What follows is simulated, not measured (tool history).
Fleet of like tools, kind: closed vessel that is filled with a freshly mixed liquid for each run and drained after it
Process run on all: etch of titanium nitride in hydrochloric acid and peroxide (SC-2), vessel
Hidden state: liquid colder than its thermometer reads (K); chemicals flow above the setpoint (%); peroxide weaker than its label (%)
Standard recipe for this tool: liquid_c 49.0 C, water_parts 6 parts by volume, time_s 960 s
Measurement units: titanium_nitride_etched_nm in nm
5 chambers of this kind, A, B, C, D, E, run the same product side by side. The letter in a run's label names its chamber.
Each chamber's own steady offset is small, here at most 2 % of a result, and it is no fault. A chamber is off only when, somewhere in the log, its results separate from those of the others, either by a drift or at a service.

run     day  liquid_c  water_parts  time_s  hours since the thermometer was replaced  hours since the chemicals flow meter was replaced  hours since the drum of peroxide was connected  read-back film thickness of the titanium nitride reference wafer, read on the same gauge (nm)  titanium_nitride_etched_nm
 1E   0.542      49.0            6     960                                     337.5                                             1428.6                                           280.5                                                                                         90.025                      33.070
 2A   1.012      49.0            6     960                                    1738.0                                              321.2                                           600.4                                                                                         90.030                      33.409
 3D   1.354      49.0            6     960                                    1049.9                                             1693.8                                          1207.3                                                                                         90.037                      33.011
      1.821  -- chamber B: thermometer replaced
 4B   1.842      49.0            6     960                                       0.5                                              442.1                                           415.6                                                                                         90.010                      33.455
 5C   2.212      49.0            6     960                                     154.1                                              153.0                                           894.4                                                                                         90.020                      33.219
 6D   2.675      49.0            6     960                                    1081.6                                             1725.5                                          1239.0                                                                                         89.998                      33.320
 7E   3.246      49.0            6     960                                     402.4                                             1493.5                                           345.4                                                                                         89.966                      32.770
 8B   3.833      49.0            6     960                                      48.3                                              489.9                                           463.4                                                                                         89.980                      33.652
 9C   4.412      49.0            6     960                                     206.9                                              205.8                                           947.2                                                                                         89.992                      33.084
      4.617  -- chamber D: new drum of peroxide connected
10A   4.888      49.0            6     960                                    1831.0                                              414.2                                           693.4                                                                                         90.014                      33.637
11E   5.317      49.0            6     960                                     452.1                                             1543.2                                           395.1                                                                                         90.008                      32.917
12A   5.821      49.0            6     960                                    1853.4                                              436.6                                           715.8                                                                                         90.012                      33.667
      6.221  -- chamber B: chemicals flow meter replaced
13D   6.429      49.0            6     960                                    1171.7                                             1815.6                                            43.6                                                                                         89.997                      32.990
14B   6.867      49.0            6     960                                     121.1                                               15.5                                           536.2                                                                                         90.000                      33.758
15C   7.479      49.0            6     960                                     280.5                                              279.4                                          1020.8                                                                                         89.983                      33.089
16D   7.896      49.0            6     960                                    1206.9                                             1850.8                                            78.8                                                                                         90.021                      32.894
17A   8.233      49.0            6     960                                    1911.3                                              494.5                                           773.7                                                                                         89.997                      33.559
      8.404  -- chamber A: chemicals flow meter replaced
18E   8.600      49.0            6     960                                     530.9                                             1622.0                                           473.9                                                                                         90.006                      32.896
19B   9.050      49.0            6     670                                     173.5                                               67.9                                           588.6                                                                                         89.997                      23.367
      9.196  -- chamber E: chemicals flow meter replaced
20C   9.529      49.0            6     670                                     329.7                                              328.6                                          1070.0                                                                                         90.015                      23.065
      9.579  -- chamber D: chemicals flow meter replaced
21C   9.846      49.0            6     670                                     337.3                                              336.2                                          1077.6                                                                                         90.032                      23.132
22A  10.133      49.0            6     670                                    1956.9                                               41.6                                           819.3                                                                                         90.021                      23.327
23B  10.683      49.0            6     670                                     212.7                                              107.1                                           627.8                                                                                         89.977                      23.409
     10.933  -- chamber C: new drum of peroxide connected
24E  11.133      49.0            6     960                                     591.7                                               46.6                                           534.7                                                                                         89.982                      32.887
25D  11.658      49.0            6     960                                    1297.2                                               49.9                                           169.1                                                                                         89.958                      32.967
26E  11.925      49.0            6     960                                     610.7                                               65.6                                           553.7                                                                                         89.950                      32.468
27D  12.254      49.0            6     960                                    1311.5                                               64.2                                           183.4                                                                                         90.015                      32.933
28C  12.579      49.0            6     960                                     402.9                                              401.8                                            39.5                                                                                         90.015                      33.205
29A  12.938      49.0            6     960                                    2024.2                                              108.9                                           886.6                                                                                         89.994                      33.531
30B  13.204      49.0            6     960                                     273.2                                              167.6                                           688.3                                                                                         89.979                      33.674
31D  13.533      49.0            6     960                                    1342.2                                               94.9                                           214.1                                                                                         90.013                      33.087
32E  13.896      49.0            6     960                                     658.0                                              112.9                                           601.0                                                                                         89.999                      32.537
     14.008  -- chamber E: new drum of peroxide connected
33A  14.183      49.0            6     960                                    2054.1                                              138.8                                           916.5                                                                                         89.989                      33.374
34B  14.471      49.0            6     960                                     303.6                                              198.0                                           718.7                                                                                         89.981                      33.833
35C  14.988      49.0            6     960                                     460.7                                              459.6                                            97.3                                                                                         89.988                      33.071
36A  15.583      49.0            6     960                                    2087.7                                              172.4                                           950.1                                                                                         89.982                      33.338
     15.942  -- chamber D: thermometer replaced
37B  16.188      40.5            6     960                                     344.8                                              239.2                                           759.9                                                                                         90.017                      18.502
38D  16.754      40.5            6     960                                      19.6                                              172.2                                           291.4                                                                                         90.021                      18.240
39E  17.071      40.5            6     960                                     734.2                                              189.1                                            73.5                                                                                         90.020                      18.011
40C  17.658      40.5            6     960                                     524.8                                              523.7                                           161.4                                                                                         89.967                      18.529

What goes on in this fleet: one chamber off, a drifting gauge, or nothing beyond the chambers' own small offsets? Name the chamber and the cause, if any.

Little by little, chamber E moves away from the other chambers.
Most likely cause: liquid colder than its thermometer reads (K) = 0.367.

Here are 4 candidates for chamber E's next run, each the usual settings with a change, their results left as question marks. Which one brings its results back in line with what the others give on the usual settings?
Maximum distance from the other chambers' mean on the usual settings for a result to count as in line: titanium_nitride_etched_nm 0.450 nm
41E-1  18.096      49.0            6     930                                                                                                                                                                                                                                                                       ?
41E-2  18.096      49.0            6     950                                                                                                                                                                                                                                                                       ?
41E-3  18.096      49.0            6     995                                                                                                                                                                                                                                                                       ?
41E-4  18.096      49.0            6     970                                                                                                                                                                                                                                                                       ?

Average result of the remaining chambers running the usual settings: titanium_nitride_etched_nm 33.342 nm
  run  titanium_nitride_etched_nm
41E-1                      31.101
41E-2                      31.770
41E-3                      33.275
41E-4                      32.439
41E-3 puts the chamber back in line with the other chambers.
